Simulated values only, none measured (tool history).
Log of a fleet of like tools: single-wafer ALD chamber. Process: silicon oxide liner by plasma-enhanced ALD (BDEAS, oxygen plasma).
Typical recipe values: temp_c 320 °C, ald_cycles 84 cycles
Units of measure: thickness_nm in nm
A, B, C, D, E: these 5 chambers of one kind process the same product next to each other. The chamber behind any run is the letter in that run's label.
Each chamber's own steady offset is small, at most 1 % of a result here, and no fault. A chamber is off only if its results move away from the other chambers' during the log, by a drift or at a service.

run     day  temp_c  ald_cycles  read-back reference wafer on the same gauge, thickness_nm  thickness_nm
 1E   0.521     320          84                                                     7.6413        7.6381
 2C   1.058     320          84                                                     7.6414        7.5353
 3A   1.404     320          84                                                     7.6429        7.6526
 4D   1.946     320          84                                                     7.6426        7.5329
 5B   2.442     320          84                                                     7.6445        7.5753
 6B   2.892     320          84                                                     7.6466        7.5937
 7A   3.242     327          84                                                     7.6483        7.5604
 8E   3.683     327          84                                                     7.6504        7.5557
      4.175  -- chamber B: thermocouple changed; heater temperature recalibrated
 9D   4.304     327          84                                                     7.6486        7.4653
10C   4.692     327          84                                                     7.6501         7.481
11A   5.212     327          84                                                     7.6511        7.5662
12B   5.667     320          84                                                     7.6522        7.6026
13C   6.071     328          72                                                     7.6534        6.4056
14E   6.567     328          72                                                     7.6545        6.4713
15D   7.204     328          72                                                     7.6553        6.3982
16D   7.654     328          72                                                     7.6573        6.3842
17E     8.2     328          72                                                     7.6563        6.4769
18B   8.704     320          84                                                     7.6592         7.599
19C   9.312     320          84                                                     7.6626        7.5459
20A   9.933     320          84                                                     7.6614        7.6603
21D    10.3     320          84                                                     7.6622        7.5463
22B  10.762     320          84                                                     7.6636        7.6146
23E  11.092     320          84                                                     7.6621         7.664
24A  11.438     320          84                                                     7.6648         7.665
25C  12.012     320          84                                                     7.6672        7.5546
26A  12.608     308          73                                                     7.6665        6.7603
27C  13.029     308          73                                                     7.6677        6.6962
28E  13.462     308          73                                                     7.6684        6.7795
29B  13.992     308          73                                                     7.6709        6.7381
30D  14.646     308          73                                                     7.6722        6.6759
31A  15.104     329          75                                                      7.672        6.7433
32D  15.654     329          75                                                     7.6728        6.6744
33B  16.038     329          75                                                     7.6755        6.7166
34E  16.675     329          75                                                     7.6744        6.7732

Is one chamber off against the others, does the gauge drift, or is nothing wrong? If a chamber is off, say which, and what the likeliest cause is.

Every chamber seems to shift together because the gauge that measures them all drifts; the chambers themselves are fine.
What lies behind it: gauge reads high (%) = 0.486.
